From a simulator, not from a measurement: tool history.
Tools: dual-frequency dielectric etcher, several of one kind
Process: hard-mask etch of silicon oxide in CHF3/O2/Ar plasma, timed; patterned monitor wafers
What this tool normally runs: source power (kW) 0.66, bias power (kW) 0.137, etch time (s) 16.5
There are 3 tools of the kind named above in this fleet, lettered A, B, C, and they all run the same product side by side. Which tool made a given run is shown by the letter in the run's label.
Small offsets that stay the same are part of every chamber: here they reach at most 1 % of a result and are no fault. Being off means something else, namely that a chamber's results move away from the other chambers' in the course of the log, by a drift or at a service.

run   hour  source power (kW)  bias power (kW)  etch time (s)  hours since the last wet clean  hours since the last source power generator calibration  hours since the last bias power generator calibration  read-back reference wafer on the same gauge, depth_nm  mean etch depth across the wafer (nm)
 1C   12.3               0.66            0.137           16.5                           171.8                                                   2446.2                                                 2323.4                                                 31.466                                 31.148
 2A   24.8               0.66            0.137           16.5                           366.9                                                   1499.4                                                  655.7                                                 31.453                                 31.173
 3B   32.2               0.66            0.137           16.5                           378.5                                                   3678.2                                                 2071.3                                                 31.498                                 30.734
 4A   39.1               0.66            0.137           16.5                           381.2                                                   1513.7                                                    670                                                 31.504                                  31.15
 5C   49.3               0.66            0.137           16.5                           208.8                                                   2483.2                                                 2360.4                                                 31.494                                 30.707
 6B   63.2               0.66            0.137           16.5                           409.5                                                   3709.2                                                 2102.3                                                 31.529                                 30.896
 7C   74.9               0.66            0.137           16.5                           234.4                                                   2508.8                                                   2386                                                 31.476                                 30.917
 8A   83.3               0.66            0.137           16.5                           425.4                                                   1557.9                                                  714.2                                                 31.503                                 31.136
 9B   96.3               0.82            0.156           16.5                           442.6                                                   3742.3                                                 2135.4                                                 31.547                                  34.85
10C  107.1               0.82            0.156           16.5                           266.6                                                     2541                                                 2418.2                                                 31.432                                 34.524
11A  114.5               0.82            0.156           16.5                           456.6                                                   1589.1                                                  745.4                                                 31.486                                 35.371
12B  122.1               0.66            0.118           16.5                           468.4                                                   3768.1                                                 2161.2                                                 31.498                                 29.349
13C  129.7               0.66            0.118           16.5                           289.2                                                   2563.6                                                 2440.8                                                 31.497                                 28.625
     135.7  -- chamber B: wet clean of the chamber
14B  143.7               0.66            0.118           16.5                             8.1                                                   3789.7                                                 2182.8                                                 31.472                                 29.556
15A  150.3               0.66            0.137           16.5                           492.4                                                   1624.9                                                  781.2                                                 31.473                                 31.253
16B  159.2               0.66            0.137           16.5                            23.6                                                   3805.2                                                 2198.3                                                 31.479                                 30.931
17A  166.2               0.66            0.137           16.5                           508.3                                                   1640.8                                                  797.1                                                 31.504                                 31.304
     166.5  -- chamber A: wet clean of the chamber
18C  174.9               0.66            0.137           16.5                           334.4                                                   2608.8                                                   2486                                                 31.517                                 29.828
19A  185.5               0.66            0.137           16.5                            19.1                                                   1660.1                                                  816.4                                                 31.461                                  31.03
20B  197.3               0.66            0.137           16.5                            61.7                                                   3843.3                                                 2236.4                                                 31.492                                 30.654
21C  210.8               0.66            0.111           16.5                           370.3                                                   2644.7                                                 2521.9                                                 31.484                                  27.94
22C  218.8               0.66            0.111           16.5                           378.3                                                   2652.7                                                 2529.9                                                 31.481                                 27.948
23B  232.4               0.66            0.111           16.5                            96.8                                                   3878.4                                                 2271.5                                                 31.528                                 28.627

Has any chamber moved away from the others, gradually or after a service, or does the common gauge drift, or do the chambers differ only by their own small steady offsets? State the chamber and the most likely cause if one applies.

Little by little, chamber C moves away from the other chambers.
What lies behind it: etch rate under this chamber's usual, % = 4.33.

Below are 4 candidate recipes for chamber C's next run, each the usual settings with a change, their results shown as question marks. Which of them brings C's results back in line with what the other chambers give on the usual settings?
In line here means within this much of the mean the other chambers give on the usual settings: mean etch depth across the wafer (nm) 0.6
24C-1  242.4               0.67            0.138             17                                                                                                                                                                                                                                             ?
24C-2  242.4               0.66            0.133           16.5                                                                                                                                                                                                                                             ?
24C-3  242.4               0.66            0.141           16.5                                                                                                                                                                                                                                             ?
24C-4  242.4               0.65            0.136             16                                                                                                                                                                                                                                             ?

The other chambers' mean on the usual settings: mean etch depth across the wafer (nm) 30.997
  run  mean etch depth across the wafer (nm)
24C-1                                 30.786
24C-2                                  29.36
24C-3                                 29.913
24C-4                                 28.505
The answer is 24C-1, which returns the chamber to within the allowed miss of the others.
